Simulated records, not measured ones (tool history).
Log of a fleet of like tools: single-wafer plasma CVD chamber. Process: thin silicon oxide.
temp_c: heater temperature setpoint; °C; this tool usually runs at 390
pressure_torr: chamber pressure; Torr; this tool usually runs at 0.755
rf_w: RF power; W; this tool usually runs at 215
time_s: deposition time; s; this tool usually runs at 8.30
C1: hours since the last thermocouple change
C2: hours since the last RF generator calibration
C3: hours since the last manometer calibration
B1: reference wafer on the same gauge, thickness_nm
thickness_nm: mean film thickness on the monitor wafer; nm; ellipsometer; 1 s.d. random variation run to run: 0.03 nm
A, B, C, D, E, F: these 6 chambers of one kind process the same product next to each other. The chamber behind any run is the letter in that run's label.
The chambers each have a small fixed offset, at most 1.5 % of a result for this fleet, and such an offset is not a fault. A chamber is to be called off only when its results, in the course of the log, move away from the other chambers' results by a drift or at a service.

run 1D day=0.179 | temp_c=390 pressure_torr=0.755 rf_w=215 time_s=8.30 | C1=612.3 C2=493.8 C3=1783.8 | B1=10.504 | thickness_nm=12.534
run 2F day=0.354 | temp_c=390 pressure_torr=0.755 rf_w=215 time_s=8.30 | C1=2000.0 C2=938.6 C3=1023.2 | B1=10.504 | thickness_nm=12.455
run 3C day=0.600 | temp_c=390 pressure_torr=0.755 rf_w=215 time_s=8.30 | C1=648.9 C2=1063.4 C3=1836.1 | B1=10.503 | thickness_nm=12.555
run 4E day=0.796 | temp_c=390 pressure_torr=0.755 rf_w=215 time_s=8.30 | C1=2274.7 C2=1657.9 C3=1918.8 | B1=10.499 | thickness_nm=12.416
run 5A day=0.912 | temp_c=390 pressure_torr=0.755 rf_w=215 time_s=8.30 | C1=1558.0 C2=1248.2 C3=1610.0 | B1=10.502 | thickness_nm=12.465
run 6B day=1.125 | temp_c=390 pressure_torr=0.755 rf_w=215 time_s=8.30 | C1=273.4 C2=61.9 C3=161.2 | B1=10.490 | thickness_nm=12.674
run 7E day=1.258 | temp_c=390 pressure_torr=0.755 rf_w=215 time_s=8.30 | C1=2285.8 C2=1669.0 C3=1929.9 | B1=10.500 | thickness_nm=12.407
-- day=1.412 chamber E: thermocouple changed; heater temperature recalibrated
run 8F day=1.433 | temp_c=390 pressure_torr=0.755 rf_w=215 time_s=8.30 | C1=2025.9 C2=964.5 C3=1049.1 | B1=10.501 | thickness_nm=12.496
run 9A day=1.658 | temp_c=390 pressure_torr=0.755 rf_w=215 time_s=8.30 | C1=1575.9 C2=1266.1 C3=1627.9 | B1=10.502 | thickness_nm=12.458
run 10C day=1.842 | temp_c=390 pressure_torr=0.755 rf_w=215 time_s=8.30 | C1=678.7 C2=1093.2 C3=1865.9 | B1=10.501 | thickness_nm=12.553
run 11D day=1.988 | temp_c=390 pressure_torr=0.640 rf_w=215 time_s=8.30 | C1=655.7 C2=537.2 C3=1827.2 | B1=10.495 | thickness_nm=10.514
run 12B day=2.150 | temp_c=390 pressure_torr=0.640 rf_w=215 time_s=8.30 | C1=298.0 C2=86.5 C3=185.8 | B1=10.503 | thickness_nm=10.680
run 13A day=2.388 | temp_c=390 pressure_torr=0.640 rf_w=215 time_s=8.30 | C1=1593.4 C2=1283.6 C3=1645.4 | B1=10.505 | thickness_nm=10.557
run 14F day=2.625 | temp_c=390 pressure_torr=0.640 rf_w=215 time_s=8.30 | C1=2054.5 C2=993.1 C3=1077.7 | B1=10.500 | thickness_nm=10.467
run 15B day=2.817 | temp_c=390 pressure_torr=0.640 rf_w=215 time_s=8.30 | C1=314.0 C2=102.5 C3=201.8 | B1=10.505 | thickness_nm=10.627
run 16D day=2.929 | temp_c=390 pressure_torr=0.640 rf_w=215 time_s=8.30 | C1=678.3 C2=559.8 C3=1849.8 | B1=10.497 | thickness_nm=10.507
-- day=2.933 chamber D: capacitance manometer re-zeroed and calibrated
run 17E day=3.133 | temp_c=390 pressure_torr=0.755 rf_w=215 time_s=8.30 | C1=41.3 C2=1714.0 C3=1974.9 | B1=10.498 | thickness_nm=12.385
run 18C day=3.242 | temp_c=390 pressure_torr=0.755 rf_w=215 time_s=8.30 | C1=712.3 C2=1126.8 C3=1899.5 | B1=10.496 | thickness_nm=12.505
run 19F day=3.383 | temp_c=390 pressure_torr=0.755 rf_w=215 time_s=8.30 | C1=2072.7 C2=1011.3 C3=1095.9 | B1=10.497 | thickness_nm=12.497
run 20A day=3.525 | temp_c=390 pressure_torr=0.755 rf_w=215 time_s=8.30 | C1=1620.7 C2=1310.9 C3=1672.7 | B1=10.497 | thickness_nm=12.544
run 21D day=3.688 | temp_c=390 pressure_torr=0.755 rf_w=215 time_s=8.30 | C1=696.5 C2=578.0 C3=18.1 | B1=10.497 | thickness_nm=12.753
run 22C day=3.854 | temp_c=390 pressure_torr=0.755 rf_w=215 time_s=8.30 | C1=727.0 C2=1141.5 C3=1914.2 | B1=10.502 | thickness_nm=12.520
run 23B day=4.071 | temp_c=390 pressure_torr=0.755 rf_w=215 time_s=8.30 | C1=344.1 C2=132.6 C3=231.9 | B1=10.502 | thickness_nm=12.645
run 24E day=4.204 | temp_c=390 pressure_torr=0.699 rf_w=215 time_s=8.30 | C1=67.0 C2=1739.7 C3=2000.6 | B1=10.500 | thickness_nm=11.517
run 25B day=4.367 | temp_c=390 pressure_torr=0.699 rf_w=215 time_s=8.30 | C1=351.2 C2=139.7 C3=239.0 | B1=10.500 | thickness_nm=11.774
run 26C day=4.600 | temp_c=390 pressure_torr=0.699 rf_w=215 time_s=8.30 | C1=744.9 C2=1159.4 C3=1932.1 | B1=10.492 | thickness_nm=11.565
run 27D day=4.733 | temp_c=390 pressure_torr=0.699 rf_w=215 time_s=8.30 | C1=721.6 C2=603.1 C3=43.2 | B1=10.506 | thickness_nm=11.797
run 28A day=4.875 | temp_c=390 pressure_torr=0.699 rf_w=215 time_s=8.30 | C1=1653.1 C2=1343.3 C3=1705.1 | B1=10.500 | thickness_nm=11.565
run 29F day=5.058 | temp_c=390 pressure_torr=0.699 rf_w=215 time_s=8.30 | C1=2112.9 C2=1051.5 C3=1136.1 | B1=10.496 | thickness_nm=11.578
run 30E day=5.217 | temp_c=390 pressure_torr=0.755 rf_w=215 time_s=8.30 | C1=91.3 C2=1764.0 C3=2024.9 | B1=10.504 | thickness_nm=12.429
run 31F day=5.400 | temp_c=390 pressure_torr=0.755 rf_w=215 time_s=8.30 | C1=2121.1 C2=1059.7 C3=1144.3 | B1=10.499 | thickness_nm=12.473
run 32C day=5.571 | temp_c=390 pressure_torr=0.755 rf_w=215 time_s=8.30 | C1=768.2 C2=1182.7 C3=1955.4 | B1=10.502 | thickness_nm=12.563
run 33E day=5.762 | temp_c=390 pressure_torr=0.755 rf_w=215 time_s=8.30 | C1=104.4 C2=1777.1 C3=2038.0 | B1=10.501 | thickness_nm=12.456
run 34D day=5.875 | temp_c=390 pressure_torr=0.755 rf_w=215 time_s=8.30 | C1=749.0 C2=630.5 C3=70.6 | B1=10.506 | thickness_nm=12.698
run 35B day=6.067 | temp_c=390 pressure_torr=0.755 rf_w=215 time_s=8.30 | C1=392.0 C2=180.5 C3=279.8 | B1=10.501 | thickness_nm=12.707
run 36A day=6.308 | temp_c=390 pressure_torr=0.755 rf_w=215 time_s=8.30 | C1=1687.5 C2=1377.7 C3=1739.5 | B1=10.507 | thickness_nm=12.516
run 37D day=6.450 | temp_c=390 pressure_torr=0.755 rf_w=215 time_s=8.30 | C1=762.8 C2=644.3 C3=84.4 | B1=10.495 | thickness_nm=12.803
run 38A day=6.625 | temp_c=390 pressure_torr=0.755 rf_w=215 time_s=8.30 | C1=1695.1 C2=1385.3 C3=1747.1 | B1=10.495 | thickness_nm=12.563
run 39B day=6.788 | temp_c=390 pressure_torr=0.755 rf_w=215 time_s=8.30 | C1=409.3 C2=197.8 C3=297.1 | B1=10.497 | thickness_nm=12.676
run 40C day=6.971 | temp_c=390 pressure_torr=0.755 rf_w=215 time_s=8.30 | C1=801.8 C2=1216.3 C3=1989.0 | B1=10.495 | thickness_nm=12.552

Predict what each chamber gives when all 6 of them run the settings below next.
run 41A day=7.150 | temp_c=390 pressure_torr=0.755 rf_w=215 time_s=8.94 | thickness_nm=?
run 41B day=7.150 | temp_c=390 pressure_torr=0.755 rf_w=215 time_s=8.94 | thickness_nm=?
run 41C day=7.150 | temp_c=390 pressure_torr=0.755 rf_w=215 time_s=8.94 | thickness_nm=?
run 41D day=7.150 | temp_c=390 pressure_torr=0.755 rf_w=215 time_s=8.94 | thickness_nm=?
run 41E day=7.150 | temp_c=390 pressure_torr=0.755 rf_w=215 time_s=8.94 | thickness_nm=?
run 41F day=7.150 | temp_c=390 pressure_torr=0.755 rf_w=215 time_s=8.94 | thickness_nm=?

run=41A thickness_nm=13.522
run=41B thickness_nm=13.676
run=41C thickness_nm=13.495
run=41D thickness_nm=13.774
run=41E thickness_nm=13.350
run=41F thickness_nm=13.412
